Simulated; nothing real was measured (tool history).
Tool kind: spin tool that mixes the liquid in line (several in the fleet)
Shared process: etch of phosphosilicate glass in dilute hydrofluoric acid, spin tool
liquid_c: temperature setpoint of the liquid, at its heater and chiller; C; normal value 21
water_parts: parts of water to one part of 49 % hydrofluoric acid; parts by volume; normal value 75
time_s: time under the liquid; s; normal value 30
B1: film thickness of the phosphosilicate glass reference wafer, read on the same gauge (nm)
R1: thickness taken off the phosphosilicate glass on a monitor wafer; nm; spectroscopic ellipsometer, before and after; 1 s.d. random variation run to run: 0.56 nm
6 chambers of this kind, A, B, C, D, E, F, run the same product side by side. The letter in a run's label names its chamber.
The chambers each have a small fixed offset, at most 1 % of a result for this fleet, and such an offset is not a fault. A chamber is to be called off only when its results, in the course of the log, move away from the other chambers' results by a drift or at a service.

run 1D hour=8.7 | liquid_c=21 water_parts=75 time_s=30 | B1=50 | R1=73.74
-- hour=9.7 chamber C: thermometer replaced
run 2F hour=18.1 | liquid_c=21 water_parts=75 time_s=30 | B1=50.009 | R1=73.805
run 3E hour=23.5 | liquid_c=21 water_parts=75 time_s=30 | B1=49.99 | R1=71.989
run 4C hour=32.9 | liquid_c=21 water_parts=75 time_s=30 | B1=50.014 | R1=73.736
run 5A hour=42.1 | liquid_c=21 water_parts=75 time_s=30 | B1=50.011 | R1=73.122
run 6B hour=48.1 | liquid_c=21 water_parts=75 time_s=30 | B1=49.985 | R1=73.636
run 7B hour=59.5 | liquid_c=21 water_parts=75 time_s=30 | B1=49.976 | R1=72.359
run 8F hour=71.2 | liquid_c=21 water_parts=75 time_s=30 | B1=49.996 | R1=74.436
run 9A hour=81.1 | liquid_c=21 water_parts=75 time_s=30 | B1=49.987 | R1=72.42
-- hour=88.8 chamber B: thermometer replaced
run 10C hour=90.7 | liquid_c=21 water_parts=75 time_s=30 | B1=50.009 | R1=71.46
run 11E hour=100.1 | liquid_c=21 water_parts=75 time_s=30 | B1=50.02 | R1=72.271
run 12D hour=106.8 | liquid_c=21 water_parts=75 time_s=30 | B1=49.999 | R1=73.319
run 13B hour=114.3 | liquid_c=21 water_parts=75 time_s=30 | B1=50.012 | R1=73.263
run 14F hour=123.6 | liquid_c=21 water_parts=75 time_s=30 | B1=50 | R1=74.255
run 15A hour=130.7 | liquid_c=21 water_parts=75 time_s=40 | B1=49.999 | R1=97.429
run 16E hour=142.1 | liquid_c=21 water_parts=75 time_s=40 | B1=49.997 | R1=95.65
run 17D hour=150.9 | liquid_c=21 water_parts=75 time_s=40 | B1=50.013 | R1=98.714
run 18C hour=156.8 | liquid_c=21 water_parts=75 time_s=40 | B1=50.02 | R1=92.672
run 19F hour=165.9 | liquid_c=21 water_parts=75 time_s=40 | B1=50.026 | R1=98.173
run 20B hour=172.8 | liquid_c=21 water_parts=75 time_s=40 | B1=49.995 | R1=97.634
run 21E hour=178.6 | liquid_c=21 water_parts=75 time_s=30 | B1=50.007 | R1=73.082
run 22A hour=184.7 | liquid_c=21 water_parts=75 time_s=30 | B1=49.991 | R1=71.472
run 23D hour=196.5 | liquid_c=21 water_parts=75 time_s=30 | B1=49.999 | R1=73.977
run 24C hour=202.7 | liquid_c=21 water_parts=75 time_s=30 | B1=49.996 | R1=68.529
run 25D hour=213.7 | liquid_c=21 water_parts=75 time_s=30 | B1=49.985 | R1=73.502
run 26A hour=224.5 | liquid_c=21 water_parts=75 time_s=30 | B1=49.988 | R1=73.184
run 27C hour=229.9 | liquid_c=21 water_parts=75 time_s=30 | B1=49.987 | R1=68.997
run 28B hour=236.1 | liquid_c=21 water_parts=75 time_s=30 | B1=50.009 | R1=73.551
run 29F hour=241.4 | liquid_c=21 water_parts=75 time_s=30 | B1=50.01 | R1=73.131
run 30E hour=249.4 | liquid_c=21 water_parts=75 time_s=30 | B1=50.01 | R1=71.651
run 31A hour=260.1 | liquid_c=21 water_parts=75 time_s=30 | B1=50 | R1=72.893
run 32B hour=269.6 | liquid_c=21 water_parts=75 time_s=30 | B1=50.012 | R1=72.542
run 33D hour=275.7 | liquid_c=17 water_parts=75 time_s=30 | B1=50.002 | R1=62.011
run 34E hour=281.8 | liquid_c=17 water_parts=75 time_s=30 | B1=50.016 | R1=61.671
run 35C hour=291.4 | liquid_c=17 water_parts=75 time_s=30 | B1=50.006 | R1=55.549
run 36F hour=302.5 | liquid_c=17 water_parts=75 time_s=30 | B1=49.995 | R1=61.566

Does one chamber stand apart from the rest, does the shared gauge drift, or is all well apart from small per-chamber offsets? Give the chamber and the most likely cause, where there is one.

Little by little, chamber C moves away from the other chambers.
Likeliest cause: hydrofluoric acid flow below the setpoint (%) = 9.
The log may not separate it from: liquid colder than its thermometer reads (K).

Below are 4 candidate recipes for chamber C's next run, each the usual settings with a change, their results shown as question marks. Which of them brings C's results back in line with what the other chambers give on the usual settings?
In-line tolerance around the mean of the other chambers on the usual settings: R1 2 nm
run 37C-1 hour=310.9 | liquid_c=22 water_parts=75 time_s=30 | R1=?
run 37C-2 hour=310.9 | liquid_c=20 water_parts=75 time_s=30 | R1=?
run 37C-3 hour=310.9 | liquid_c=21.5 water_parts=70 time_s=30 | R1=?
run 37C-4 hour=310.9 | liquid_c=18.5 water_parts=75 time_s=30 | R1=?

Average result of the remaining chambers running the usual settings: R1 73.184 nm
run=37C-1 R1=68.623
run=37C-2 R1=63.092
run=37C-3 R1=72.537
run=37C-4 R1=59.205
The answer is 37C-3, which returns the chamber to within the allowed miss of the others.
